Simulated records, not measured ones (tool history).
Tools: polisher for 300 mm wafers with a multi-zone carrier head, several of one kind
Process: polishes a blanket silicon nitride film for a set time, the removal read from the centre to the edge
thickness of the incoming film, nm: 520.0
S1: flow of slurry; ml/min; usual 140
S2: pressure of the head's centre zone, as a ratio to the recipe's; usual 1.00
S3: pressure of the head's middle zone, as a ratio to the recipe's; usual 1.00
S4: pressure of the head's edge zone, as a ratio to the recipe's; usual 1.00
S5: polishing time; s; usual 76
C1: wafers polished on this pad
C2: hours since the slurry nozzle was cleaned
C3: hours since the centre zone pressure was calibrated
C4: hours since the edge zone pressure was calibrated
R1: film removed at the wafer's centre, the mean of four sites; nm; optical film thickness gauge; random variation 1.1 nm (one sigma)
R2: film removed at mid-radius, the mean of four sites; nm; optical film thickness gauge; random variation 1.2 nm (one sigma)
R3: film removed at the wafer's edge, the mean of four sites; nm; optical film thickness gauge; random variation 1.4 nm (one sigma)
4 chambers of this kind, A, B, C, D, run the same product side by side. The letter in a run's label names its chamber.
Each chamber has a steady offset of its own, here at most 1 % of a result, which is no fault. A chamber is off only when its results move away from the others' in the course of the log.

Run 1D, day 0.288: usual settings; C1 100; C2 243.1; C3 281.1; C4 121.7. Result: R1 174.05 nm, R2 173.34 nm, R3 173.63 nm.
Run 2C, day 0.842: usual settings; C1 455; C2 73.3; C3 597.1; C4 425.8. Result: R1 172.87 nm, R2 174.02 nm, R3 174.16 nm.
Run 3A, day 1.425: usual settings; C1 803; C2 675.8; C3 110.4; C4 1001.6. Result: R1 171.56 nm, R2 172.66 nm, R3 173.26 nm.
Run 4B, day 1.704: usual settings; C1 483; C2 234.8; C3 822.2; C4 830.6. Result: R1 172.00 nm, R2 174.72 nm, R3 172.79 nm.
At day 1.808: chamber B: slurry nozzle cleaned.
At day 2.025: chamber A: worn pad replaced by a new one.
Run 5C, day 2.296: usual settings but S3 0.90, S5 68 s; C1 650; C2 108.2; C3 632.0; C4 460.7. Result: R1 154.13 nm, R2 143.91 nm, R3 156.85 nm.
Run 6A, day 2.579: usual settings but S3 0.90, S5 68 s; C1 74; C2 703.5; C3 138.1; C4 1029.3. Result: R1 153.97 nm, R2 141.99 nm, R3 157.49 nm.
Run 7D, day 3.071: usual settings but S3 0.90, S5 68 s; C1 474; C2 309.9; C3 347.9; C4 188.5. Result: R1 155.98 nm, R2 141.51 nm, R3 156.54 nm.
At day 3.367: chamber D: centre zone pressure recalibrated.
At day 3.462: chamber D: worn pad replaced by a new one.
Run 8B, day 3.538: usual settings but S3 0.90, S5 68 s; C1 729; C2 41.5; C3 866.2; C4 874.6. Result: R1 152.64 nm, R2 143.36 nm, R3 155.15 nm.
Run 9B, day 3.842: usual settings; C1 770; C2 48.8; C3 873.5; C4 881.9. Result: R1 169.49 nm, R2 175.96 nm, R3 172.76 nm.
Run 10A, day 4.325: usual settings; C1 309; C2 745.4; C3 180.0; C4 1071.2. Result: R1 170.43 nm, R2 171.94 nm, R3 175.12 nm.
At day 4.638: chamber C: edge zone pressure recalibrated.
Run 11C, day 4.738: usual settings but S2 1.11, S4 0.92; C1 978; C2 166.8; C3 690.6; C4 2.5. Result: R1 191.16 nm, R2 173.94 nm, R3 163.77 nm.
Run 12D, day 5.354: usual settings but S2 1.11, S4 0.92; C1 254; C2 364.7; C3 47.7; C4 243.3. Result: R1 191.46 nm, R2 172.76 nm, R3 165.40 nm.
At day 5.458: chamber B: worn pad replaced by a new one.
At day 5.525: chamber B: edge zone pressure recalibrated.
Run 13D, day 5.642: usual settings but S2 1.11, S4 0.92; C1 292; C2 371.6; C3 54.6; C4 250.2. Result: R1 195.75 nm, R2 173.12 nm, R3 166.03 nm.
At day 6.025: chamber B: centre zone pressure recalibrated.
Run 14B, day 6.279: usual settings but S2 1.11, S4 0.92; C1 110; C2 107.3; C3 6.2; C4 18.1. Result: R1 192.53 nm, R2 174.49 nm, R3 166.99 nm.
Run 15A, day 6.725: usual settings but S2 1.06, S3 1.07; C1 631; C2 803.0; C3 237.6; C4 1128.8. Result: R1 184.97 nm, R2 184.56 nm, R3 175.48 nm.
Run 16C, day 7.188: usual settings but S2 1.06, S3 1.07; C1 1306; C2 225.6; C3 749.4; C4 61.3. Result: R1 180.62 nm, R2 181.28 nm, R3 170.64 nm.
At day 7.308: chamber D: worn pad replaced by a new one.
Run 17A, day 7.525: usual settings but S2 1.06, S3 1.07; C1 738; C2 822.2; C3 256.8; C4 1148.0. Result: R1 183.55 nm, R2 185.30 nm, R3 173.74 nm.
At day 7.588: chamber A: worn pad replaced by a new one.
Run 18B, day 7.946: usual settings but S2 1.06, S3 1.07; C1 334; C2 147.3; C3 46.2; C4 58.1. Result: R1 185.69 nm, R2 187.29 nm, R3 174.74 nm.
Run 19C, day 8.458: usual settings; C1 1477; C2 256.1; C3 779.9; C4 91.8. Result: R1 168.03 nm, R2 170.36 nm, R3 169.60 nm.
At day 8.804: chamber A: centre zone pressure recalibrated.
At day 9.012: chamber A: slurry nozzle cleaned.
Run 20D, day 9.075: usual settings; C1 237; C2 454.0; C3 137.0; C4 332.6. Result: R1 172.75 nm, R2 173.54 nm, R3 173.44 nm.
At day 9.296: chamber A: edge zone pressure recalibrated.
Run 21C, day 9.625: usual settings; C1 1634; C2 284.1; C3 807.9; C4 119.8. Result: R1 169.05 nm, R2 171.51 nm, R3 169.56 nm.
Run 22B, day 10.262: usual settings; C1 644; C2 202.9; C3 101.8; C4 113.7. Result: R1 171.73 nm, R2 177.23 nm, R3 174.41 nm.
At day 10.554: chamber D: worn pad replaced by a new one.
Run 23A, day 10.596: usual settings; C1 403; C2 38.0; C3 43.0; C4 31.3. Result: R1 173.37 nm, R2 173.68 nm, R3 175.14 nm.
Run 24D, day 10.938: usual settings; C1 51; C2 498.7; C3 181.7; C4 377.3. Result: R1 173.05 nm, R2 171.88 nm, R3 174.59 nm.
Run 25A, day 11.258: usual settings; C1 492; C2 53.9; C3 58.9; C4 47.2. Result: R1 173.28 nm, R2 171.73 nm, R3 175.92 nm.
Run 26B, day 11.617: usual settings; C1 826; C2 235.4; C3 134.3; C4 146.2. Result: R1 173.61 nm, R2 175.82 nm, R3 174.38 nm.
At day 11.642: chamber B: slurry nozzle cleaned.
Run 27C, day 12.229: usual settings; C1 1983; C2 346.6; C3 870.4; C4 182.3. Result: R1 167.19 nm, R2 167.01 nm, R3 168.28 nm.
At day 12.508: chamber B: worn pad replaced by a new one.
Run 28D, day 12.525: usual settings; C1 265; C2 536.8; C3 219.8; C4 415.4. Result: R1 176.26 nm, R2 172.76 nm, R3 174.59 nm.
Run 29A, day 13.104: usual settings; C1 740; C2 98.2; C3 103.2; C4 91.5. Result: R1 175.00 nm, R2 170.76 nm, R3 172.98 nm.
Run 30B, day 13.538: usual settings; C1 138; C2 45.6; C3 180.4; C4 192.3. Result: R1 172.29 nm, R2 174.47 nm, R3 171.83 nm.
Run 31D, day 14.008: usual settings; C1 464; C2 572.4; C3 255.4; C4 451.0. Result: R1 172.26 nm, R2 172.54 nm, R3 171.77 nm.

Next, every chamber runs the same settings. What will each give?
Run 32A, day 14.462: usual settings. Result: R1 ?, R2 ?, R3 ?.
Run 32B, day 14.462: usual settings. Result: R1 ?, R2 ?, R3 ?.
Run 32C, day 14.462: usual settings. Result: R1 ?, R2 ?, R3 ?.
Run 32D, day 14.462: usual settings. Result: R1 ?, R2 ?, R3 ?.

run      R1      R2      R3
32A  174.44  173.26  176.82
32B  173.59  175.96  175.19
32C  164.16  167.01  164.37
32D  172.68  172.10  172.81

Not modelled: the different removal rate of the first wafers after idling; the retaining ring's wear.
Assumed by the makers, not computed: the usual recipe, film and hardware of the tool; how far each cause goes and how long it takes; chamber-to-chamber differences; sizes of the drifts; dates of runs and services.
